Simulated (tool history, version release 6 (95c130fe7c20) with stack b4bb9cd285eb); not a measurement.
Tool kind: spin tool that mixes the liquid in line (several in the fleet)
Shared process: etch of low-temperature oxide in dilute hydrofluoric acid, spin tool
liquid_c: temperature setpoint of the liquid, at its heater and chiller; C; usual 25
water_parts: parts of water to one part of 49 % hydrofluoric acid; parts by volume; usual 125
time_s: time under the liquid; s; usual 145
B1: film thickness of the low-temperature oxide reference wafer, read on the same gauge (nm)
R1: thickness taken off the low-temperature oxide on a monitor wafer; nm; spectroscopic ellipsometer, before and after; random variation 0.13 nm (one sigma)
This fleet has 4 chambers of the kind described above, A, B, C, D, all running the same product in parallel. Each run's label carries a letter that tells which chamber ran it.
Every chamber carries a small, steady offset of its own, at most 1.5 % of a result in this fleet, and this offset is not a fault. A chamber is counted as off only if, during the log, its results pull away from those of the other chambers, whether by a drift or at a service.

{"run": "1D", "hour": 12.4, "liquid_c": 25, "water_parts": 125, "time_s": 145, "B1": 120.02, "R1": 14.427}
{"run": "2C", "hour": 24.7, "liquid_c": 25, "water_parts": 125, "time_s": 145, "B1": 120.02, "R1": 14.751}
{"run": "3A", "hour": 34.5, "liquid_c": 25, "water_parts": 125, "time_s": 145, "B1": 119.98, "R1": 14.377}
{"run": "4B", "hour": 45.7, "liquid_c": 25, "water_parts": 125, "time_s": 145, "B1": 120.01, "R1": 14.518}
{"run": "5B", "hour": 56.7, "liquid_c": 25, "water_parts": 125, "time_s": 145, "B1": 120.01, "R1": 14.472}
{"run": "6C", "hour": 64.9, "liquid_c": 25, "water_parts": 125, "time_s": 145, "B1": 119.99, "R1": 14.603}
{"run": "7A", "hour": 72.5, "liquid_c": 25, "water_parts": 125, "time_s": 145, "B1": 119.98, "R1": 14.44}
{"run": "8D", "hour": 78.7, "liquid_c": 25, "water_parts": 125, "time_s": 145, "B1": 120.0, "R1": 14.521}
{"hour": 83.2, "done": "chamber D: thermometer replaced"}
{"run": "9B", "hour": 89.3, "liquid_c": 25, "water_parts": 125, "time_s": 145, "B1": 120.01, "R1": 14.434}
{"run": "10A", "hour": 98.3, "liquid_c": 25, "water_parts": 125, "time_s": 145, "B1": 119.99, "R1": 14.462}
{"run": "11C", "hour": 107.1, "liquid_c": 28, "water_parts": 125, "time_s": 90, "B1": 120.0, "R1": 9.9347}
{"run": "12D", "hour": 115.2, "liquid_c": 28, "water_parts": 125, "time_s": 90, "B1": 119.99, "R1": 10.067}
{"run": "13A", "hour": 121.8, "liquid_c": 28, "water_parts": 125, "time_s": 90, "B1": 119.99, "R1": 10.171}
{"run": "14D", "hour": 132.4, "liquid_c": 28, "water_parts": 125, "time_s": 90, "B1": 119.98, "R1": 10.122}
{"run": "15B", "hour": 141.1, "liquid_c": 25, "water_parts": 95, "time_s": 145, "B1": 120.01, "R1": 19.724}
{"run": "16C", "hour": 151.2, "liquid_c": 25, "water_parts": 95, "time_s": 145, "B1": 120.0, "R1": 19.63}
{"run": "17A", "hour": 163.0, "liquid_c": 25, "water_parts": 95, "time_s": 145, "B1": 120.02, "R1": 20.231}
{"run": "18B", "hour": 168.5, "liquid_c": 25, "water_parts": 95, "time_s": 145, "B1": 119.99, "R1": 19.868}
{"run": "19D", "hour": 178.8, "liquid_c": 25, "water_parts": 125, "time_s": 145, "B1": 120.0, "R1": 14.545}
{"run": "20C", "hour": 188.7, "liquid_c": 25, "water_parts": 125, "time_s": 145, "B1": 119.99, "R1": 14.383}
{"run": "21B", "hour": 198.9, "liquid_c": 25, "water_parts": 125, "time_s": 145, "B1": 120.01, "R1": 14.641}
{"run": "22A", "hour": 209.6, "liquid_c": 25, "water_parts": 125, "time_s": 145, "B1": 119.99, "R1": 15.142}
{"run": "23C", "hour": 216.8, "liquid_c": 25, "water_parts": 125, "time_s": 145, "B1": 120.01, "R1": 14.763}
{"run": "24D", "hour": 223.1, "liquid_c": 25, "water_parts": 90, "time_s": 145, "B1": 120.01, "R1": 20.75}
{"run": "25B", "hour": 234.1, "liquid_c": 25, "water_parts": 90, "time_s": 145, "B1": 120.0, "R1": 21.145}

Each of the 4 chambers runs these same settings next. Fill in every chamber's results:
{"run": "26A", "hour": 243.4, "liquid_c": 25, "water_parts": 125, "time_s": 145, "R1": "?"}
{"run": "26B", "hour": 243.4, "liquid_c": 25, "water_parts": 125, "time_s": 145, "R1": "?"}
{"run": "26C", "hour": 243.4, "liquid_c": 25, "water_parts": 125, "time_s": 145, "R1": "?"}
{"run": "26D", "hour": 243.4, "liquid_c": 25, "water_parts": 125, "time_s": 145, "R1": "?"}

run=26A R1=15.4030
run=26B R1=14.7080
run=26C R1=14.7320
run=26D R1=14.6230
